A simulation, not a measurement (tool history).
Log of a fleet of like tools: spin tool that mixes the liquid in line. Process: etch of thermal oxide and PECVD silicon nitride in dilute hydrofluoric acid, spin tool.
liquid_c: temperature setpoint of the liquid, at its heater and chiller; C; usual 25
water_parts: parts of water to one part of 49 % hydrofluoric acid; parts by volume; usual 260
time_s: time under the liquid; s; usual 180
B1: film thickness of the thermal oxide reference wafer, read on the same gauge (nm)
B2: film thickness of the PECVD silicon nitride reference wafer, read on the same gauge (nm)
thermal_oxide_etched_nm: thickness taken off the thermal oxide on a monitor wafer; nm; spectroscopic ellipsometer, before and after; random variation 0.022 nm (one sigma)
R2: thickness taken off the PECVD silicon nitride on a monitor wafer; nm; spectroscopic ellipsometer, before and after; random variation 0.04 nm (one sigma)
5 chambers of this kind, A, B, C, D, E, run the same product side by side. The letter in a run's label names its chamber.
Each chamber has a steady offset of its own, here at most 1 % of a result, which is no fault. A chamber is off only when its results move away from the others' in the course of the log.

run 1A hour=5.5 | liquid_c=25 water_parts=260 time_s=180 | B1=129.99 B2=130.01 | thermal_oxide_etched_nm=2.8704 R2=4.1575
run 2B hour=12.5 | liquid_c=25 water_parts=260 time_s=180 | B1=129.99 B2=129.98 | thermal_oxide_etched_nm=2.8731 R2=4.2969
run 3D hour=18.8 | liquid_c=25 water_parts=260 time_s=180 | B1=130 B2=129.98 | thermal_oxide_etched_nm=2.8228 R2=4.287
run 4C hour=25.2 | liquid_c=25 water_parts=260 time_s=180 | B1=130.01 B2=130 | thermal_oxide_etched_nm=2.8807 R2=4.1936
run 5E hour=32.4 | liquid_c=25 water_parts=260 time_s=180 | B1=130.01 B2=130.02 | thermal_oxide_etched_nm=2.8637 R2=4.1136
run 6D hour=36.1 | liquid_c=25 water_parts=260 time_s=180 | B1=130 B2=129.98 | thermal_oxide_etched_nm=2.8868 R2=4.1795
run 7B hour=43 | liquid_c=25 water_parts=260 time_s=180 | B1=130.02 B2=129.98 | thermal_oxide_etched_nm=2.8699 R2=4.1501
run 8C hour=49.1 | liquid_c=25 water_parts=260 time_s=180 | B1=130 B2=130 | thermal_oxide_etched_nm=2.8744 R2=4.0913
-- hour=50.6 chamber C: hydrofluoric acid flow meter replaced
run 9E hour=55.2 | liquid_c=25 water_parts=260 time_s=180 | B1=129.98 B2=130.01 | thermal_oxide_etched_nm=2.8801 R2=4.1587
run 10A hour=60.3 | liquid_c=25 water_parts=260 time_s=180 | B1=130 B2=129.99 | thermal_oxide_etched_nm=2.9193 R2=4.2375
run 11D hour=68.1 | liquid_c=25 water_parts=260 time_s=220 | B1=130 B2=130.02 | thermal_oxide_etched_nm=3.4854 R2=5.2383
run 12C hour=72.5 | liquid_c=25 water_parts=260 time_s=220 | B1=129.97 B2=129.99 | thermal_oxide_etched_nm=3.494 R2=5.0947
run 13A hour=78.9 | liquid_c=25 water_parts=260 time_s=220 | B1=129.97 B2=129.96 | thermal_oxide_etched_nm=3.5335 R2=4.9948
run 14B hour=83.3 | liquid_c=25 water_parts=260 time_s=220 | B1=129.98 B2=130 | thermal_oxide_etched_nm=3.5503 R2=5.1258
run 15E hour=87.3 | liquid_c=25 water_parts=260 time_s=220 | B1=129.97 B2=129.98 | thermal_oxide_etched_nm=3.5353 R2=5.0994
run 16A hour=91 | liquid_c=25 water_parts=260 time_s=180 | B1=129.98 B2=130.02 | thermal_oxide_etched_nm=2.8957 R2=4.1601
run 17E hour=94.8 | liquid_c=25 water_parts=260 time_s=180 | B1=129.98 B2=130.02 | thermal_oxide_etched_nm=2.8591 R2=4.2541
run 18C hour=100.6 | liquid_c=25 water_parts=260 time_s=180 | B1=129.99 B2=130 | thermal_oxide_etched_nm=2.8588 R2=4.1419
-- hour=102.3 chamber E: thermometer replaced
run 19D hour=106.1 | liquid_c=25 water_parts=310 time_s=180 | B1=130.01 B2=130.02 | thermal_oxide_etched_nm=2.3083 R2=3.5103
run 20B hour=113.3 | liquid_c=25 water_parts=310 time_s=180 | B1=130.01 B2=130 | thermal_oxide_etched_nm=2.2809 R2=3.4742
run 21D hour=120.2 | liquid_c=25 water_parts=310 time_s=180 | B1=130.03 B2=130.01 | thermal_oxide_etched_nm=2.2707 R2=3.5301
run 22C hour=127.6 | liquid_c=25 water_parts=310 time_s=180 | B1=129.99 B2=129.99 | thermal_oxide_etched_nm=2.3043 R2=3.5088
run 23E hour=131.4 | liquid_c=25 water_parts=310 time_s=180 | B1=130.01 B2=130.01 | thermal_oxide_etched_nm=2.3035 R2=3.5786
run 24A hour=139.1 | liquid_c=25 water_parts=380 time_s=100 | B1=130 B2=130.02 | thermal_oxide_etched_nm=0.98254 R2=1.5735
run 25B hour=145.9 | liquid_c=25 water_parts=380 time_s=100 | B1=129.97 B2=130.01 | thermal_oxide_etched_nm=0.97411 R2=1.5953
run 26A hour=149.9 | liquid_c=25 water_parts=380 time_s=100 | B1=130 B2=130.01 | thermal_oxide_etched_nm=0.97435 R2=1.6013
run 27B hour=157.6 | liquid_c=25 water_parts=380 time_s=100 | B1=129.99 B2=130.02 | thermal_oxide_etched_nm=0.97521 R2=1.6063
run 28C hour=161.6 | liquid_c=25 water_parts=380 time_s=100 | B1=129.99 B2=129.98 | thermal_oxide_etched_nm=0.97156 R2=1.5959
-- hour=165.4 chamber E: hydrofluoric acid flow meter replaced
run 29D hour=165.9 | liquid_c=25 water_parts=260 time_s=180 | B1=129.98 B2=130.01 | thermal_oxide_etched_nm=2.8713 R2=4.2287
run 30E hour=173.7 | liquid_c=25 water_parts=260 time_s=180 | B1=130 B2=129.99 | thermal_oxide_etched_nm=2.8726 R2=4.2499
run 31D hour=179.2 | liquid_c=25 water_parts=260 time_s=180 | B1=130 B2=130.01 | thermal_oxide_etched_nm=2.8987 R2=4.2647

All 5 chambers run these settings next. Forecast each chamber's results:
run 32A hour=185 | liquid_c=25 water_parts=260 time_s=180 | thermal_oxide_etched_nm=? R2=?
run 32B hour=185 | liquid_c=25 water_parts=260 time_s=180 | thermal_oxide_etched_nm=? R2=?
run 32C hour=185 | liquid_c=25 water_parts=260 time_s=180 | thermal_oxide_etched_nm=? R2=?
run 32D hour=185 | liquid_c=25 water_parts=260 time_s=180 | thermal_oxide_etched_nm=? R2=?
run 32E hour=185 | liquid_c=25 water_parts=260 time_s=180 | thermal_oxide_etched_nm=? R2=?

run=32A thermal_oxide_etched_nm=2.9175 R2=4.1435
run=32B thermal_oxide_etched_nm=2.8825 R2=4.2238
run=32C thermal_oxide_etched_nm=2.8617 R2=4.233
run=32D thermal_oxide_etched_nm=2.8376 R2=4.2554
run=32E thermal_oxide_etched_nm=2.8631 R2=4.2274
